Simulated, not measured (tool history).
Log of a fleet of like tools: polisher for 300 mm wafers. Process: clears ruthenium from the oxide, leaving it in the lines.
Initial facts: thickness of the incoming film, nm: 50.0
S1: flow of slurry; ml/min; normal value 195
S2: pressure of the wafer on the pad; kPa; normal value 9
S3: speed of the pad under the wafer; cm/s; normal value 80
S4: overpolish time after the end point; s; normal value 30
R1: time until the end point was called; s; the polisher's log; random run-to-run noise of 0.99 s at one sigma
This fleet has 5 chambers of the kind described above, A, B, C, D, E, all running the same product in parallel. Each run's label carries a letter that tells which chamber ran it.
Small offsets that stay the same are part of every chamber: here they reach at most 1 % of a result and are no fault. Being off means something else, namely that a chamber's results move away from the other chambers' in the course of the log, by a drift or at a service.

{"day": 0.367, "done": "chamber D: slurry nozzle cleaned"}
{"run": "1A", "day": 0.583, "S1": 195, "S2": 9, "S3": 80, "S4": 30, "R1": 94.523}
{"day": 0.646, "done": "chamber C: head pressure recalibrated"}
{"run": "2B", "day": 1.15, "S1": 195, "S2": 9, "S3": 80, "S4": 30, "R1": 93.257}
{"run": "3D", "day": 1.529, "S1": 195, "S2": 9, "S3": 80, "S4": 30, "R1": 92.367}
{"day": 1.967, "done": "chamber C: worn pad replaced by a new one"}
{"run": "4E", "day": 2.096, "S1": 195, "S2": 9, "S3": 80, "S4": 30, "R1": 93.483}
{"day": 2.542, "done": "chamber A: worn pad replaced by a new one"}
{"run": "5C", "day": 2.625, "S1": 195, "S2": 9, "S3": 80, "S4": 30, "R1": 95.729}
{"run": "6D", "day": 3.2, "S1": 195, "S2": 9, "S3": 80, "S4": 30, "R1": 92.382}
{"day": 3.717, "done": "chamber B: worn pad replaced by a new one"}
{"run": "7C", "day": 3.833, "S1": 195, "S2": 9, "S3": 80, "S4": 30, "R1": 94.814}
{"run": "8E", "day": 4.262, "S1": 195, "S2": 9, "S3": 80, "S4": 30, "R1": 97.285}
{"run": "9A", "day": 4.862, "S1": 195, "S2": 9, "S3": 80, "S4": 30, "R1": 95.156}
{"day": 5.004, "done": "chamber B: slurry nozzle cleaned"}
{"day": 5.212, "done": "chamber D: worn pad replaced by a new one"}
{"run": "10B", "day": 5.367, "S1": 195, "S2": 9, "S3": 80, "S4": 30, "R1": 93.682}
{"run": "11D", "day": 5.979, "S1": 195, "S2": 9, "S3": 80, "S4": 30, "R1": 93.538}
{"run": "12B", "day": 6.4, "S1": 195, "S2": 9, "S3": 80, "S4": 30, "R1": 93.945}
{"run": "13A", "day": 6.779, "S1": 195, "S2": 9, "S3": 80, "S4": 30, "R1": 95.879}
{"run": "14C", "day": 7.146, "S1": 195, "S2": 9, "S3": 80, "S4": 30, "R1": 95.692}
{"day": 7.246, "done": "chamber A: worn pad replaced by a new one"}
{"run": "15E", "day": 7.629, "S1": 195, "S2": 9, "S3": 80, "S4": 30, "R1": 97.252}
{"day": 7.692, "done": "chamber B: head pressure recalibrated"}
{"day": 7.838, "done": "chamber C: worn pad replaced by a new one"}
{"run": "16E", "day": 8.133, "S1": 195, "S2": 9, "S3": 80, "S4": 30, "R1": 98.87}
{"run": "17C", "day": 8.454, "S1": 225, "S2": 9, "S3": 100, "S4": 30, "R1": 74.052}
{"run": "18D", "day": 8.996, "S1": 225, "S2": 9, "S3": 100, "S4": 30, "R1": 73.595}
{"run": "19B", "day": 9.6, "S1": 225, "S2": 9, "S3": 100, "S4": 30, "R1": 74.242}
{"day": 9.688, "done": "chamber E: slurry nozzle cleaned"}
{"day": 10.067, "done": "chamber A: slurry nozzle cleaned"}
{"run": "20A", "day": 10.225, "S1": 225, "S2": 9, "S3": 100, "S4": 30, "R1": 74.628}
{"day": 10.362, "done": "chamber B: worn pad replaced by a new one"}
{"run": "21B", "day": 10.862, "S1": 225, "S2": 9, "S3": 100, "S4": 30, "R1": 74.07}
{"run": "22A", "day": 11.475, "S1": 195, "S2": 9, "S3": 80, "S4": 30, "R1": 94.686}
{"day": 11.525, "done": "chamber A: worn pad replaced by a new one"}
{"run": "23E", "day": 11.925, "S1": 195, "S2": 9, "S3": 80, "S4": 30, "R1": 101.51}
{"run": "24D", "day": 12.329, "S1": 195, "S2": 9, "S3": 80, "S4": 30, "R1": 92.791}
{"run": "25C", "day": 12.654, "S1": 195, "S2": 9, "S3": 80, "S4": 30, "R1": 95.084}
{"day": 12.738, "done": "chamber D: worn pad replaced by a new one"}
{"day": 12.975, "done": "chamber C: slurry nozzle cleaned"}
{"run": "26C", "day": 13.188, "S1": 195, "S2": 9, "S3": 80, "S4": 30, "R1": 96.136}
{"day": 13.479, "done": "chamber B: slurry nozzle cleaned"}
{"run": "27B", "day": 13.508, "S1": 195, "S2": 9, "S3": 80, "S4": 30, "R1": 94.8}
{"run": "28A", "day": 13.938, "S1": 195, "S2": 9, "S3": 80, "S4": 30, "R1": 94.142}
{"run": "29E", "day": 14.504, "S1": 195, "S2": 9, "S3": 80, "S4": 30, "R1": 104.2}
{"run": "30D", "day": 14.846, "S1": 195, "S2": 9, "S3": 80, "S4": 30, "R1": 93.646}

Which is it: a chamber that has drifted or been left off by a service, a gauge drift common to all chambers, or only each chamber's usual small offset? If a chamber is off, name it and its likeliest cause.

Chamber E drifts away from the others.
Cause: removal rate lost through wear of the pad, % = 10.1.
The log might look much the same if the cause were instead: head's pressure below its setpoint, %.

Chamber E could run next with any of the 4 candidate recipes listed below; each alters the usual settings, and their results appear as question marks. Which one brings its results back in line with what the other chambers deliver on the usual settings?
Maximum distance from the other chambers' mean on the usual settings for a result to count as in line: R1 3.5 s
{"run": "31E-1", "day": 15.321, "S1": 200, "S2": 9.7, "S3": 88, "S4": 30, "R1": "?"}
{"run": "31E-2", "day": 15.321, "S1": 195, "S2": 9, "S3": 74, "S4": 30, "R1": "?"}
{"run": "31E-3", "day": 15.321, "S1": 190, "S2": 8.3, "S3": 72, "S4": 30, "R1": "?"}
{"run": "31E-4", "day": 15.321, "S1": 195, "S2": 9, "S3": 88, "S4": 30, "R1": "?"}

Mean of the other chambers on the usual settings: R1 94.615 s
run=31E-1 R1=87.085
run=31E-2 R1=112.17
run=31E-3 R1=125.42
run=31E-4 R1=94.127
The right change is 31E-4: it brings the chamber back within the allowed miss of the others.
